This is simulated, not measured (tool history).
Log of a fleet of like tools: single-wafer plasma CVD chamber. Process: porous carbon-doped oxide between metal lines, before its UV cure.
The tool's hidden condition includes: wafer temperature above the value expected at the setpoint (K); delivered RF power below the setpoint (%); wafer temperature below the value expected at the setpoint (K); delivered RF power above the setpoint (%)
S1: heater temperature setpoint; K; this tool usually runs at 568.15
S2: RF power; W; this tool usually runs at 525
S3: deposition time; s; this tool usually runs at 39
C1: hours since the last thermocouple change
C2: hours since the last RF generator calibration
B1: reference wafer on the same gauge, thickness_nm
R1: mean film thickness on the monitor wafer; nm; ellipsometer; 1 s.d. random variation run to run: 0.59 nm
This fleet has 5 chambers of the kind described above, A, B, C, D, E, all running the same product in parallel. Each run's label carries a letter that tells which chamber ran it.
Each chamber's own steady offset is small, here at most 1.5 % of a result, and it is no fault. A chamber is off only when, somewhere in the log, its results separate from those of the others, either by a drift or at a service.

run,hour,S1,S2,S3,C1,C2,B1,R1
1C,5.1,568.15,525,39,1449.5,524.6,232.07,222.26
2A,12.5,568.15,525,39,424.4,696.7,232.03,223.22
3E,22,568.15,525,39,1127.3,1596.2,231.91,223
4D,29.9,568.15,525,39,52.7,1137.4,232.04,222.82
5B,38.8,568.15,525,39,1298.1,485.9,231.91,219.45
6D,46.3,568.15,525,39,69.1,1153.8,231.9,222.71
7B,51.3,568.15,525,39,1310.6,498.4,231.99,220.74
8E,56.7,568.15,525,39,1162,1630.9,231.81,223
9C,61.7,568.15,525,39,1506.1,581.2,232.05,221.52
10A,66.5,568.15,525,39,478.4,750.7,231.93,222.41
11A,73,568.15,525,39,484.9,757.2,232.04,223.72
12E,79.5,568.15,525,39,1184.8,1653.7,232.04,223.93
13C,83.8,568.15,525,39,1528.2,603.3,231.95,223.26
14B,88.7,568.15,525,39,1348,535.8,231.94,218.89
15D,94.8,568.15,525,39,117.6,1202.3,232.11,222.74
16A,104.1,568.15,525,39,516,788.3,231.95,222.93
17C,111.2,568.15,525,39,1555.6,630.7,232.08,221.97
18D,119.6,568.15,525,39,142.4,1227.1,232.03,222.52
19E,124.8,568.15,625,45.2,1230.1,1699,231.83,289.62
20B,134.3,568.15,625,45.2,1393.6,581.4,231.96,284.41
21D,140.9,568.15,625,45.2,163.7,1248.4,231.97,287.81
22A,146.2,568.15,625,45.2,558.1,830.4,231.99,289.05
23C,153.4,568.15,625,45.2,1597.8,672.9,231.91,287.95
24B,161.7,568.15,525,39,1421,608.8,231.91,218.86
# hour 164: chamber E: RF generator calibrated
25E,168.2,568.15,525,39,1273.5,4.3,232.02,223.58
26A,173.4,568.15,525,39,585.3,857.6,231.92,222.92
27D,182.4,568.15,525,39,205.2,1289.9,232.09,221.8
28E,188,568.15,525,39,1293.3,24.1,232.01,223.52
29C,192.8,568.15,525,39,1637.2,712.3,232.1,222.5
# hour 199.9: chamber C: RF generator calibrated
30B,200.9,568.15,525,39,1460.2,648,231.89,219.6
31D,209.4,568.15,525,39,232.2,1316.9,231.81,221.86
32E,216,568.15,525,39,1321.3,52.1,232.06,223.55
33C,224,555.15,525,34.4,1668.4,24.2,231.97,212.91
34A,232.5,555.15,525,34.4,644.4,916.7,232.16,213.82
35B,237.1,555.15,525,34.4,1496.4,684.2,232.08,210.07
36A,241.4,555.15,525,34.4,653.3,925.6,231.93,214.1
37C,249.6,555.15,525,34.4,1694,49.8,231.99,213.02

Which is it: a chamber that has drifted or been left off by a service, a gauge drift common to all chambers, or only each chamber's usual small offset? If a chamber is off, name it and its likeliest cause.

Nothing is wrong: each chamber keeps only its own small, steady offset and the gauge holds still.
